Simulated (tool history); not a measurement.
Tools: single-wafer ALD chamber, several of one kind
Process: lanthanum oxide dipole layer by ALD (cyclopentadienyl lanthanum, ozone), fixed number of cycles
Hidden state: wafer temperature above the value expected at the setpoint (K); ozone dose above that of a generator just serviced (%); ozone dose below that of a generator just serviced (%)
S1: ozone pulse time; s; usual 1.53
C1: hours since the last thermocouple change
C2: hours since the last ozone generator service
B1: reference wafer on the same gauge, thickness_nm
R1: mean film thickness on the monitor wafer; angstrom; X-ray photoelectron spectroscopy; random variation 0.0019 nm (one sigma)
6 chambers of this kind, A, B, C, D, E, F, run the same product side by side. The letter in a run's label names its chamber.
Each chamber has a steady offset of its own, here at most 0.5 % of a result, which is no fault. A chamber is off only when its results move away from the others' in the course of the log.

Run 1B, hour 5.3: usual settings; C1 883.2; C2 540.7; B1 0.50052. Result: R1 5.5302 angstrom.
Run 2A, hour 11.8: usual settings; C1 2475.3; C2 846.4; B1 0.49946. Result: R1 5.4841 angstrom.
Run 3E, hour 19.6: usual settings; C1 715.7; C2 1053.4; B1 0.49974. Result: R1 5.5088 angstrom.
Run 4C, hour 25.7: usual settings; C1 469; C2 450.7; B1 0.4999. Result: R1 5.5344 angstrom.
Run 5F, hour 32.1: usual settings; C1 760.5; C2 1078.4; B1 0.50029. Result: R1 5.5335 angstrom.
Run 6D, hour 40.2: usual settings; C1 1448.2; C2 571.2; B1 0.49973. Result: R1 5.4923 angstrom.
Run 7F, hour 51.6: usual settings; C1 780; C2 1097.9; B1 0.50024. Result: R1 5.5167 angstrom.
At hour 54.3: chamber A: thermocouple changed; heater temperature recalibrated.
Run 8D, hour 60.5: usual settings but S1 1.77 s; C1 1468.5; C2 591.5; B1 0.49994. Result: R1 5.5913 angstrom.
Run 9C, hour 69.4: usual settings but S1 1.77 s; C1 512.7; C2 494.4; B1 0.50012. Result: R1 5.6225 angstrom.
Run 10E, hour 77.3: usual settings but S1 1.77 s; C1 773.4; C2 1111.1; B1 0.50004. Result: R1 5.6151 angstrom.
Run 11A, hour 86.9: usual settings but S1 1.77 s; C1 32.6; C2 921.5; B1 0.49984. Result: R1 5.5798 angstrom.
Run 12B, hour 96.9: usual settings but S1 1.77 s; C1 974.8; C2 632.3; B1 0.50006. Result: R1 5.6146 angstrom.
Run 13A, hour 107.6: usual settings but S1 1.77 s; C1 53.3; C2 942.2; B1 0.50036. Result: R1 5.6587 angstrom.
Run 14D, hour 113.3: usual settings; C1 1521.3; C2 644.3; B1 0.50037. Result: R1 5.5068 angstrom.
Run 15E, hour 120.8: usual settings; C1 816.9; C2 1154.6; B1 0.50009. Result: R1 5.4663 angstrom.
Run 16F, hour 126.7: usual settings but S1 1.84 s; C1 855.1; C2 1173; B1 0.50012. Result: R1 5.635 angstrom.
Run 17B, hour 135.4: usual settings but S1 1.84 s; C1 1013.3; C2 670.8; B1 0.49974. Result: R1 5.6722 angstrom.
Run 18C, hour 141.8: usual settings but S1 1.84 s; C1 585.1; C2 566.8; B1 0.50012. Result: R1 5.6408 angstrom.
Run 19C, hour 153.3: usual settings but S1 1.84 s; C1 596.6; C2 578.3; B1 0.49974. Result: R1 5.6541 angstrom.
At hour 159.8: chamber F: ozone generator serviced.
Run 20E, hour 165: usual settings but S1 1.84 s; C1 861.1; C2 1198.8; B1 0.50004. Result: R1 5.6618 angstrom.
Run 21B, hour 176.7: usual settings but S1 1.84 s; C1 1054.6; C2 712.1; B1 0.5001. Result: R1 5.6375 angstrom.
Run 22D, hour 184.3: usual settings but S1 1.08 s; C1 1592.3; C2 715.3; B1 0.50002. Result: R1 5.124 angstrom.
Run 23A, hour 189.9: usual settings but S1 1.08 s; C1 135.6; C2 1024.5; B1 0.49997. Result: R1 5.1529 angstrom.
Run 24F, hour 200.5: usual settings but S1 1.08 s; C1 928.9; C2 40.7; B1 0.5. Result: R1 5.1564 angstrom.
Run 25B, hour 210.3: usual settings but S1 1.08 s; C1 1088.2; C2 745.7; B1 0.49944. Result: R1 5.0691 angstrom.
Run 26D, hour 216.4: usual settings but S1 1.08 s; C1 1624.4; C2 747.4; B1 0.49977. Result: R1 5.1108 angstrom.
Run 27E, hour 226.9: usual settings but S1 1.08 s; C1 923; C2 1260.7; B1 0.49956. Result: R1 5.0977 angstrom.
Run 28C, hour 232.5: usual settings; C1 675.8; C2 657.5; B1 0.50027. Result: R1 5.5208 angstrom.
Run 29A, hour 244: usual settings but S1 1.24 s; C1 189.7; C2 1078.6; B1 0.50029. Result: R1 5.3125 angstrom.
Run 30F, hour 251: usual settings but S1 1.24 s; C1 979.4; C2 91.2; B1 0.49998. Result: R1 5.3319 angstrom.
Run 31E, hour 258.2: usual settings but S1 1.24 s; C1 954.3; C2 1292; B1 0.50002. Result: R1 5.303 angstrom.
Run 32D, hour 263.5: usual settings but S1 1.24 s; C1 1671.5; C2 794.5; B1 0.49971. Result: R1 5.2976 angstrom.
Run 33C, hour 270.1: usual settings but S1 1.24 s; C1 713.4; C2 695.1; B1 0.49981. Result: R1 5.2889 angstrom.
Run 34F, hour 280.5: usual settings but S1 1.24 s; C1 1008.9; C2 120.7; B1 0.49977. Result: R1 5.2996 angstrom.
Run 35B, hour 288.4: usual settings; C1 1166.3; C2 823.8; B1 0.50023. Result: R1 5.5008 angstrom.
Run 36A, hour 297.5: usual settings but S1 1.82 s; C1 243.2; C2 1132.1; B1 0.49983. Result: R1 5.6323 angstrom.
Run 37D, hour 306.2: usual settings but S1 1.82 s; C1 1714.2; C2 837.2; B1 0.50032. Result: R1 5.6268 angstrom.
Run 38B, hour 313.2: usual settings but S1 1.82 s; C1 1191.1; C2 848.6; B1 0.50005. Result: R1 5.6383 angstrom.
Run 39E, hour 322.8: usual settings but S1 1.82 s; C1 1018.9; C2 1356.6; B1 0.50004. Result: R1 5.6211 angstrom.
Run 40A, hour 332.9: usual settings but S1 1.82 s; C1 278.6; C2 1167.5; B1 0.49981. Result: R1 5.6095 angstrom.
Run 41C, hour 338.6: usual settings but S1 1.82 s; C1 781.9; C2 763.6; B1 0.49986. Result: R1 5.6197 angstrom.
Run 42F, hour 347.2: usual settings; C1 1075.6; C2 187.4; B1 0.49972. Result: R1 5.5155 angstrom.
Run 43E, hour 357.3: usual settings; C1 1053.4; C2 1391.1; B1 0.50025. Result: R1 5.5084 angstrom.

Next, every chamber runs the same settings. What will each give?
Run 44A, hour 365.9: usual settings. Result: R1 ?.
Run 44B, hour 365.9: usual settings. Result: R1 ?.
Run 44C, hour 365.9: usual settings. Result: R1 ?.
Run 44D, hour 365.9: usual settings. Result: R1 ?.
Run 44E, hour 365.9: usual settings. Result: R1 ?.
Run 44F, hour 365.9: usual settings. Result: R1 ?.

run      R1
44A  5.5249
44B  5.4843
44C  5.5343
44D  5.5457
44E  5.4967
44F  5.5332
